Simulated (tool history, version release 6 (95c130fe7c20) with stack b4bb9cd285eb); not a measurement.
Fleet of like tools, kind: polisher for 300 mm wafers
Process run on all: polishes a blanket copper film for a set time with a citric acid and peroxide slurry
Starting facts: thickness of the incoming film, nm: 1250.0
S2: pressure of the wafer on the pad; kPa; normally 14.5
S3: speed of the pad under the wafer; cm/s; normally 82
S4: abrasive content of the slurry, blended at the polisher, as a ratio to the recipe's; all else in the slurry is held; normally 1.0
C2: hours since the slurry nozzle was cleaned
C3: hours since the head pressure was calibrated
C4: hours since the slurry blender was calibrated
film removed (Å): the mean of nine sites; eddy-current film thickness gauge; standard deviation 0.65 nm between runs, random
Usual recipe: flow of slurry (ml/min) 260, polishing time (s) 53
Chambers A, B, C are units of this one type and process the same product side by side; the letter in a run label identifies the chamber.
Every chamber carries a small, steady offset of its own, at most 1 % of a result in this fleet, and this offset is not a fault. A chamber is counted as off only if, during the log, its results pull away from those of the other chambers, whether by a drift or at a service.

-- day=0.296 chamber B: worn pad replaced by a new one
run 1B day=0.450 | flow_of_slurry_(ml/min)=260 S2=14.5 S3=82 S4=1.0 polishing_time_(s)=53 | wafers_polished_on_this_pad=58 C2=215.2 C3=62.9 C4=150.9 | film_removed_(Å)=591.49
-- day=0.604 chamber C: worn pad replaced by a new one
run 2C day=0.938 | flow_of_slurry_(ml/min)=260 S2=14.5 S3=82 S4=1.0 polishing_time_(s)=53 | wafers_polished_on_this_pad=127 C2=216.6 C3=1067.8 C4=71.2 | film_removed_(Å)=591.11
run 3A day=1.438 | flow_of_slurry_(ml/min)=260 S2=14.5 S3=82 S4=1.0 polishing_time_(s)=53 | wafers_polished_on_this_pad=926 C2=151.7 C3=186.1 C4=91.6 | film_removed_(Å)=605.66
-- day=1.479 chamber A: worn pad replaced by a new one
run 4B day=1.962 | flow_of_slurry_(ml/min)=260 S2=14.5 S3=82 S4=1.0 polishing_time_(s)=53 | wafers_polished_on_this_pad=633 C2=251.5 C3=99.2 C4=187.2 | film_removed_(Å)=584.49
run 5A day=2.554 | flow_of_slurry_(ml/min)=260 S2=14.5 S3=82 S4=1.0 polishing_time_(s)=53 | wafers_polished_on_this_pad=410 C2=178.5 C3=212.9 C4=118.4 | film_removed_(Å)=606.26
-- day=2.988 chamber C: slurry blender recalibrated
run 6C day=3.042 | flow_of_slurry_(ml/min)=260 S2=14.5 S3=82 S4=1.0 polishing_time_(s)=53 | wafers_polished_on_this_pad=927 C2=267.1 C3=1118.3 C4=1.4 | film_removed_(Å)=601.86
-- day=3.062 chamber B: worn pad replaced by a new one
-- day=3.429 chamber C: worn pad replaced by a new one
run 7A day=3.608 | flow_of_slurry_(ml/min)=260 S2=14.5 S3=82 S4=1.0 polishing_time_(s)=53 | wafers_polished_on_this_pad=810 C2=203.8 C3=238.2 C4=143.7 | film_removed_(Å)=607.49
run 8C day=4.092 | flow_of_slurry_(ml/min)=260 S2=14.5 S3=82 S4=1.0 polishing_time_(s)=53 | wafers_polished_on_this_pad=252 C2=292.3 C3=1143.5 C4=26.6 | film_removed_(Å)=600.58
-- day=4.233 chamber A: worn pad replaced by a new one
run 9B day=4.362 | flow_of_slurry_(ml/min)=260 S2=14.5 S3=82 S4=1.0 polishing_time_(s)=53 | wafers_polished_on_this_pad=494 C2=309.1 C3=156.8 C4=244.8 | film_removed_(Å)=585.04
run 10A day=4.662 | flow_of_slurry_(ml/min)=320 S2=14.5 S3=82 S4=1.0 polishing_time_(s)=53 | wafers_polished_on_this_pad=164 C2=229.1 C3=263.5 C4=169.0 | film_removed_(Å)=603.06
run 11C day=5.167 | flow_of_slurry_(ml/min)=320 S2=14.5 S3=82 S4=1.0 polishing_time_(s)=53 | wafers_polished_on_this_pad=661 C2=318.1 C3=1169.3 C4=52.4 | film_removed_(Å)=613.04
-- day=5.346 chamber B: worn pad replaced by a new one
-- day=5.654 chamber C: worn pad replaced by a new one
run 12B day=5.688 | flow_of_slurry_(ml/min)=320 S2=14.5 S3=82 S4=1.0 polishing_time_(s)=53 | wafers_polished_on_this_pad=130 C2=340.9 C3=188.6 C4=276.6 | film_removed_(Å)=613.37
run 13C day=6.183 | flow_of_slurry_(ml/min)=225 S2=14.5 S3=82 S4=1.0 polishing_time_(s)=63 | wafers_polished_on_this_pad=202 C2=342.5 C3=1193.7 C4=76.8 | film_removed_(Å)=698.16
-- day=6.483 chamber A: worn pad replaced by a new one
run 14A day=6.492 | flow_of_slurry_(ml/min)=225 S2=14.5 S3=82 S4=1.0 polishing_time_(s)=63 | wafers_polished_on_this_pad=4 C2=273.0 C3=307.4 C4=212.9 | film_removed_(Å)=680.04
-- day=6.633 chamber A: slurry nozzle cleaned
run 15B day=7.008 | flow_of_slurry_(ml/min)=225 S2=14.5 S3=82 S4=1.0 polishing_time_(s)=63 | wafers_polished_on_this_pad=632 C2=372.6 C3=220.3 C4=308.3 | film_removed_(Å)=694.95
run 16C day=7.550 | flow_of_slurry_(ml/min)=260 S2=14.5 S3=82 S4=1.0 polishing_time_(s)=53 | wafers_polished_on_this_pad=722 C2=375.3 C3=1226.5 C4=109.6 | film_removed_(Å)=586.26
-- day=7.583 chamber C: slurry blender recalibrated
run 17A day=7.812 | flow_of_slurry_(ml/min)=260 S2=14.5 S3=82 S4=1.0 polishing_time_(s)=53 | wafers_polished_on_this_pad=506 C2=28.4 C3=339.1 C4=244.6 | film_removed_(Å)=588.99
-- day=7.925 chamber B: worn pad replaced by a new one
-- day=8.050 chamber A: slurry blender recalibrated
-- day=8.212 chamber C: worn pad replaced by a new one
run 18B day=8.300 | flow_of_slurry_(ml/min)=260 S2=14.5 S3=82 S4=1.0 polishing_time_(s)=53 | wafers_polished_on_this_pad=143 C2=403.6 C3=251.3 C4=339.3 | film_removed_(Å)=601.00
run 19A day=8.833 | flow_of_slurry_(ml/min)=260 S2=14.5 S3=82 S4=1.0 polishing_time_(s)=53 | wafers_polished_on_this_pad=894 C2=52.9 C3=363.6 C4=18.9 | film_removed_(Å)=581.77
-- day=9.208 chamber A: worn pad replaced by a new one
run 20B day=9.383 | flow_of_slurry_(ml/min)=260 S2=14.5 S3=82 S4=1.0 polishing_time_(s)=53 | wafers_polished_on_this_pad=555 C2=429.6 C3=277.3 C4=365.3 | film_removed_(Å)=588.95
run 21C day=9.992 | flow_of_slurry_(ml/min)=260 S2=14.5 S3=82 S4=1.0 polishing_time_(s)=53 | wafers_polished_on_this_pad=677 C2=433.9 C3=1285.1 C4=57.9 | film_removed_(Å)=596.08
-- day=10.138 chamber B: slurry blender recalibrated
-- day=10.238 chamber B: worn pad replaced by a new one
run 22C day=10.412 | flow_of_slurry_(ml/min)=260 S2=14.5 S3=82 S4=1.0 polishing_time_(s)=53 | wafers_polished_on_this_pad=837 C2=444.0 C3=1295.2 C4=68.0 | film_removed_(Å)=605.36
run 23B day=10.929 | flow_of_slurry_(ml/min)=260 S2=14.5 S3=82 S4=1.0 polishing_time_(s)=53 | wafers_polished_on_this_pad=263 C2=466.7 C3=314.4 C4=19.0 | film_removed_(Å)=589.16
-- day=11.004 chamber B: slurry nozzle cleaned
run 24A day=11.538 | flow_of_slurry_(ml/min)=260 S2=14.5 S3=72 S4=1.2 polishing_time_(s)=53 | wafers_polished_on_this_pad=886 C2=117.8 C3=428.5 C4=83.8 | film_removed_(Å)=521.82
-- day=11.721 chamber A: worn pad replaced by a new one
run 25B day=12.021 | flow_of_slurry_(ml/min)=260 S2=14.5 S3=72 S4=1.2 polishing_time_(s)=53 | wafers_polished_on_this_pad=678 C2=24.5 C3=340.6 C4=45.2 | film_removed_(Å)=547.99
run 26A day=12.483 | flow_of_slurry_(ml/min)=260 S2=14.5 S3=72 S4=1.2 polishing_time_(s)=53 | wafers_polished_on_this_pad=290 C2=140.5 C3=451.2 C4=106.5 | film_removed_(Å)=519.63

What goes on in this fleet: one chamber off, a drifting gauge, or nothing beyond the chambers' own small offsets? Name the chamber and the cause, if any.

One chamber, A, drifts off from the rest bit by bit.
What lies behind it: head's pressure below its setpoint, % = 6.38.

Which of the 4 candidates below, each the usual settings with something changed and its results left as question marks, puts chamber A back in line with what the other chambers give on the usual settings?
A result is in line if it is within this distance of the other chambers' mean on the usual settings: film removed (Å) 23.00
run 27A-1 day=12.921 | flow_of_slurry_(ml/min)=260 S2=13.8 S3=82 S4=1.0 polishing_time_(s)=53 | film_removed_(Å)=?
run 27A-2 day=12.921 | flow_of_slurry_(ml/min)=260 S2=14.5 S3=82 S4=1.0 polishing_time_(s)=56 | film_removed_(Å)=?
run 27A-3 day=12.921 | flow_of_slurry_(ml/min)=265 S2=14.5 S3=92 S4=1.0 polishing_time_(s)=53 | film_removed_(Å)=?
run 27A-4 day=12.921 | flow_of_slurry_(ml/min)=260 S2=13.8 S3=78 S4=1.0 polishing_time_(s)=51 | film_removed_(Å)=?

Average result of the remaining chambers running the usual settings: film removed (Å) 595.87
run=27A-1 film_removed_(Å)=540.34
run=27A-2 film_removed_(Å)=598.28
run=27A-3 film_removed_(Å)=634.19
run=27A-4 film_removed_(Å)=495.49
The answer is 27A-2, which returns the chamber to within the allowed miss of the others.
